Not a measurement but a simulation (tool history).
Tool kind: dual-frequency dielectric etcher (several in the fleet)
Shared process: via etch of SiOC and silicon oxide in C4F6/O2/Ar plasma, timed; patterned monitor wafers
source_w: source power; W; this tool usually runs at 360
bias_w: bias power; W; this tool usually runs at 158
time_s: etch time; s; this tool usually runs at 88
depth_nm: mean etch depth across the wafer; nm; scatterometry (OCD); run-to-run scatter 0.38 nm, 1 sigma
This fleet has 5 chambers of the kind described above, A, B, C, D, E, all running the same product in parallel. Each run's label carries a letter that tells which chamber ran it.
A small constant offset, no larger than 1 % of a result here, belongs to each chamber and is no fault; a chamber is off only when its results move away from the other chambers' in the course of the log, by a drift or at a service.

run,hour,source_w,bias_w,time_s,"read-back reference wafer on the same gauge, depth_nm",depth_nm
# hour 1.7: chamber C: wet clean of the chamber
1C,5.3,360,158,88,87.883,91.921
2E,12,360,158,88,87.916,90.922
3B,17.1,360,158,88,87.945,91.392
4D,23.3,360,158,88,87.824,91.854
5A,30.3,430,181,88,87.959,101.75
6A,36,430,181,88,87.955,101.16
7E,41.2,430,181,88,87.918,102.2
# hour 43.1: chamber D: wet clean of the chamber
8C,47.7,430,181,88,87.916,102.96
9D,54.7,430,181,88,87.849,102.82
# hour 59: chamber B: wet clean of the chamber
10B,61,360,158,88,87.865,91.105
11A,64.6,360,158,88,87.932,91.362
12C,71.6,360,158,88,87.886,91.873
13D,75.6,360,158,88,87.902,91.048
14E,82.1,360,158,88,87.989,91.131
15B,86.4,360,158,88,87.954,91.022
16D,89.8,360,158,88,87.922,91.496
17B,95.6,360,158,88,87.893,91.039
18A,101.3,360,158,88,87.869,90.426
19E,109.1,360,158,88,87.92,91.245
20C,116.8,360,158,88,87.951,91.906
21B,120.5,360,158,88,87.948,91.344
22D,125,360,158,88,87.887,91.513
23E,129.9,360,158,88,87.888,90.469
24A,135.7,360,158,88,87.993,90.578
25C,139.5,360,158,88,87.838,92.406
26A,146.8,360,158,88,87.894,90.844
27D,151.5,360,158,88,87.942,91.62
28E,155.6,360,158,88,87.926,91.35
29C,162.6,360,158,88,87.891,91.45
30B,169.4,360,158,88,87.986,90.585
31D,173.1,360,158,88,87.874,91.357
32B,180.9,360,158,88,87.876,91.068
33C,187.3,360,158,88,87.855,92.215
34E,194.3,360,158,88,87.973,90.735
35A,201.2,360,158,88,87.956,90.897

What goes on in this fleet: one chamber off, a drifting gauge, or nothing beyond the chambers' own small offsets? Name the chamber and the cause, if any.

Beyond each chamber's small constant offset nothing stands out, and the gauge stays steady.

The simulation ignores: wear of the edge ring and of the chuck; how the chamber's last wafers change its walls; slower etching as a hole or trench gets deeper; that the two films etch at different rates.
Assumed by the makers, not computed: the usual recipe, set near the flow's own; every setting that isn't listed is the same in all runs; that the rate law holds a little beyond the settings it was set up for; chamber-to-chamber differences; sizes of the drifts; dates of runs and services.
